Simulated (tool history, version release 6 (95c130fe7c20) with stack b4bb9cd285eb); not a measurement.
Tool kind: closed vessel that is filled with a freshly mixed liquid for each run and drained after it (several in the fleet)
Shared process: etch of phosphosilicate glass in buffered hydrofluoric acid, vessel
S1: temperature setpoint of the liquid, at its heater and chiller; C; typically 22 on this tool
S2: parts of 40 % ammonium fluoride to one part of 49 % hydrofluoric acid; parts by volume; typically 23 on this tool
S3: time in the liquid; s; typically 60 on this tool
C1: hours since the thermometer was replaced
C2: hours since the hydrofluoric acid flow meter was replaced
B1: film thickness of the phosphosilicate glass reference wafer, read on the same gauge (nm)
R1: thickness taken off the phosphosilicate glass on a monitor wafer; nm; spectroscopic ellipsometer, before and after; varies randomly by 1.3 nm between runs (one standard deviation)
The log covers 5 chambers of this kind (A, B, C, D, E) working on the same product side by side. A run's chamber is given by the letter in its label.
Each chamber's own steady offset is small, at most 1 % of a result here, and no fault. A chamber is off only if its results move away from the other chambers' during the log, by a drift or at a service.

| run | hour | S1 | S2 | S3 | C1 | C2 | B1 | R1 |
|---|---|---|---|---|---|---|---|---|
| 1D | 5.2 | 22 | 23 | 60 | 2626.3 | 470.9 | 99.999 | 249.58 |
| 2B | 10.2 | 22 | 23 | 60 | 420 | 323.8 | 99.995 | 250.84 |
| 3C | 13.6 | 22 | 23 | 60 | 656.1 | 315.5 | 99.995 | 250.04 |
| 4A | 17.3 | 22 | 23 | 60 | 499.6 | 193.4 | 99.99 | 251.54 |
| 5E | 22.1 | 24.5 | 27.5 | 60 | 1377.7 | 178.5 | 100.01 | 255.35 |
| 6C | 26.3 | 24.5 | 27.5 | 60 | 668.8 | 328.2 | 100.02 | 252.71 |
| 7A | 29.2 | 24.5 | 27.5 | 60 | 511.5 | 205.3 | 100 | 256.41 |
| 8E | 32.7 | 24.5 | 27.5 | 60 | 1388.3 | 189.1 | 100.01 | 253.27 |
| 9B | 37.6 | 24.5 | 27.5 | 60 | 447.4 | 351.2 | 100 | 256.92 |
| 10D | 40 | 22 | 23 | 60 | 2661.1 | 505.7 | 100 | 250.7 |
| 11D | 43.9 | 22 | 23 | 60 | 2665 | 509.6 | 100 | 251.52 |
| 12A | 47.5 | 22 | 23 | 60 | 529.8 | 223.6 | 100.02 | 252.33 |
| 13C | 51.2 | 22 | 23 | 60 | 693.7 | 353.1 | 99.994 | 248.83 |
| 14B | 54 | 22 | 23 | 60 | 463.8 | 367.6 | 100 | 254.17 |
| 15E | 58.5 | 22 | 23 | 60 | 1414.1 | 214.9 | 99.99 | 249.6 |
| 16E | 61.6 | 19 | 23 | 30 | 1417.2 | 218 | 100 | 105.05 |
| 17B | 66.5 | 19 | 23 | 30 | 476.3 | 380.1 | 99.995 | 106.72 |
| 18D | 69.6 | 19 | 23 | 30 | 2690.7 | 535.3 | 99.992 | 106.26 |
| 19A | 72 | 19 | 23 | 30 | 554.3 | 248.1 | 99.997 | 107.23 |
| 20C | 75.7 | 19 | 23 | 30 | 718.2 | 377.6 | 100.01 | 106.42 |
| 21B | 79.3 | 22 | 23 | 60 | 489.1 | 392.9 | 100 | 252.79 |
| 22D | 81.8 | 17.5 | 23 | 85 | 2702.9 | 547.5 | 99.983 | 276.32 |
| 23A | 84.9 | 17.5 | 23 | 85 | 567.2 | 261 | 100.01 | 278.96 |
| 24E | 87.5 | 17.5 | 23 | 85 | 1443.1 | 243.9 | 100 | 273.62 |
| 25C | 90 | 17.5 | 23 | 85 | 732.5 | 391.9 | 99.998 | 276.97 |
| 26B | 93.3 | 17.5 | 23 | 85 | 503.1 | 406.9 | 100.01 | 278.12 |
| 27C | 98.1 | 22 | 23 | 60 | 740.6 | 400 | 100.01 | 249.22 |
| 28E | 102.1 | 22 | 19.5 | 60 | 1457.7 | 258.5 | 100 | 282.39 |
| 29D | 105.3 | 22 | 19.5 | 60 | 2726.4 | 571 | 99.993 | 285.5 |
| 30A | 109.1 | 22 | 19.5 | 60 | 591.4 | 285.2 | 99.985 | 291.73 |
| 31C | 113.1 | 22 | 19.5 | 60 | 755.6 | 415 | 99.985 | 283.63 |
| 32A | 116.7 | 22 | 19.5 | 60 | 599 | 292.8 | 99.992 | 296.81 |
| 33D | 120.7 | 22 | 23 | 60 | 2741.8 | 586.4 | 99.999 | 249.46 |
| 34B | 125.8 | 22 | 23 | 60 | 535.6 | 439.4 | 99.986 | 251.87 |
| 35E | 128.2 | 22 | 23 | 60 | 1483.8 | 284.6 | 99.994 | 248.35 |
| 36E | 133.2 | 22 | 23 | 60 | 1488.8 | 289.6 | 99.999 | 248.06 |
| 37D | 136.7 | 22 | 23 | 60 | 2757.8 | 602.4 | 100.01 | 251.05 |
| 38A | 141.6 | 22 | 23 | 60 | 623.9 | 317.7 | 100.02 | 260.65 |

Is one chamber off against the others, does the gauge drift, or is nothing wrong? If a chamber is off, say which, and what the likeliest cause is.

One chamber, A, drifts off from the rest bit by bit.
Cause: hydrofluoric acid flow above the setpoint (%) = 5.44.
It could be hard to tell apart here from: liquid hotter than its thermometer reads (K).

Here are 4 candidates for chamber A's next run, each the usual settings with a change, their results left as question marks. Which one brings its results back in line with what the others give on the usual settings?
A result is in line if it is within this distance of the other chambers' mean on the usual settings: R1 4.6 nm
| 39A-1 | 145.4 | 22 | 25.5 | 60 |  |  |  | ? |
| 39A-2 | 145.4 | 21.5 | 23.5 | 60 |  |  |  | ? |
| 39A-3 | 145.4 | 22.5 | 22.5 | 60 |  |  |  | ? |
| 39A-4 | 145.4 | 22.5 | 21.5 | 60 |  |  |  | ? |

What the other chambers average on the usual settings: R1 250.73 nm
| run | R1 |
|---|---|
| 39A-1 | 242.3 |
| 39A-2 | 249.01 |
| 39A-3 | 271.28 |
| 39A-4 | 279.8 |
39A-2 puts the chamber back in line with the other chambers.

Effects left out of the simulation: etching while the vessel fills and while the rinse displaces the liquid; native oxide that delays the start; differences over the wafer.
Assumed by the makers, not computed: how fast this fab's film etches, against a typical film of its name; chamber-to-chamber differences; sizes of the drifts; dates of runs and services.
